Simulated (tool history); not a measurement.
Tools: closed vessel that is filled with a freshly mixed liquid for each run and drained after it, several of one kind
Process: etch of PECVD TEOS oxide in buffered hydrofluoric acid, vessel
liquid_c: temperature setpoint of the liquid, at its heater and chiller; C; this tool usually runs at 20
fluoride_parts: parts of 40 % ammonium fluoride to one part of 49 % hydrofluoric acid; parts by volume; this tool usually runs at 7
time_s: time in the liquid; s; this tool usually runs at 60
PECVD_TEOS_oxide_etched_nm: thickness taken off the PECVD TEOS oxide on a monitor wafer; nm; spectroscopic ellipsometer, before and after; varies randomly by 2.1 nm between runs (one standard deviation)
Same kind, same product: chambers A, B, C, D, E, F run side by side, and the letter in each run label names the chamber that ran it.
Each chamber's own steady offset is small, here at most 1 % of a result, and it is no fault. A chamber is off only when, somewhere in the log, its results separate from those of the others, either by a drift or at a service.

run,hour,liquid_c,fluoride_parts,time_s,"read-back film thickness of the PECVD TEOS oxide reference wafer, read on the same gauge (nm)",PECVD_TEOS_oxide_etched_nm
1E,6.5,20,7,60,120.01,231.99
2B,10.7,20,7,60,120.01,228.89
3A,15.6,20,7,60,119.98,232.48
4C,19.7,20,7,60,120.03,232.75
# hour 21.7: chamber D: hydrofluoric acid flow meter replaced
5D,25.2,20,7,60,120.01,231.76
6F,28.7,20,7,60,120.01,232.03
7B,34.8,20,8.5,60,120,188.12
8F,39.2,20,8.5,60,119.96,186.94
9E,45,20,8.5,60,119.99,188.03
10A,51.4,20,8.5,60,120.03,191.21
11C,54.9,20,8.5,60,120.02,188.06
12D,59.4,20,8.5,60,120,187.1
13D,64.8,20,7,60,120.03,230.52
14C,69.7,20,7,60,119.96,230.56
15B,75.7,20,7,60,119.98,231.85
16E,79.9,20,7,60,120.01,232.51
17F,85.9,20,7,60,119.99,237.99
# hour 89: chamber A: thermometer replaced
18A,90.4,20,7,60,120.01,232.19
19B,95,20,7,60,119.99,234.58
20A,101.5,20,7,60,119.99,235.83
21D,106.5,20,7,60,120.01,242.67
# hour 107.8: chamber A: hydrofluoric acid flow meter replaced
22F,110.6,20,7,60,119.97,234.15
23C,115.6,20,7,40,120.02,150.59
24E,121.3,20,7,40,120,158.89
25D,124.4,20,7,40,119.97,164.06
26A,128.6,20,7,40,120.01,157.67
27C,133.9,20,7,40,119.99,154.18
28F,136.9,20,7,40,119.99,158.44
29B,142.2,20,7,60,120.02,230.56
30E,145.5,24.5,7,60,120.04,298.5
31B,151,24.5,7,60,120,297.54
32E,156.5,24.5,7,60,120.03,299.09
33F,161.6,24.5,7,60,120,300.77
34A,166.8,24.5,7,60,119.98,300.89
35C,170.7,24.5,7,60,120.03,295.09
36D,175.8,20,7,60,120.03,254.94

One chamber off, gauge drift, or nothing amiss beyond the chambers' own small offsets? If it is a chamber, which one, and what is the likeliest cause?

It is chamber D that slowly wanders off from its peers.
Cause: liquid hotter than its thermometer reads (K) = 1.62.
Not necessarily distinguishable in this log from: hydrofluoric acid flow above the setpoint (%).

Which of the 4 candidates below, each the usual settings with something changed and its results left as question marks, puts chamber D back in line with what the other chambers give on the usual settings?
A result is in line if it is within this distance of the other chambers' mean on the usual settings: PECVD_TEOS_oxide_etched_nm 7.3 nm
37D-1,180.7,19.5,7.5,55,,?
37D-2,180.7,20,7,55,,?
37D-3,180.7,20.5,7,70,,?
37D-4,180.7,20.5,6.5,60,,?

The other chambers' mean on the usual settings: PECVD_TEOS_oxide_etched_nm 232.51 nm
run,PECVD_TEOS_oxide_etched_nm
37D-1,210.61
37D-2,233.47
37D-3,305.46
37D-4,279.45
37D-2 brings the chamber back in line.
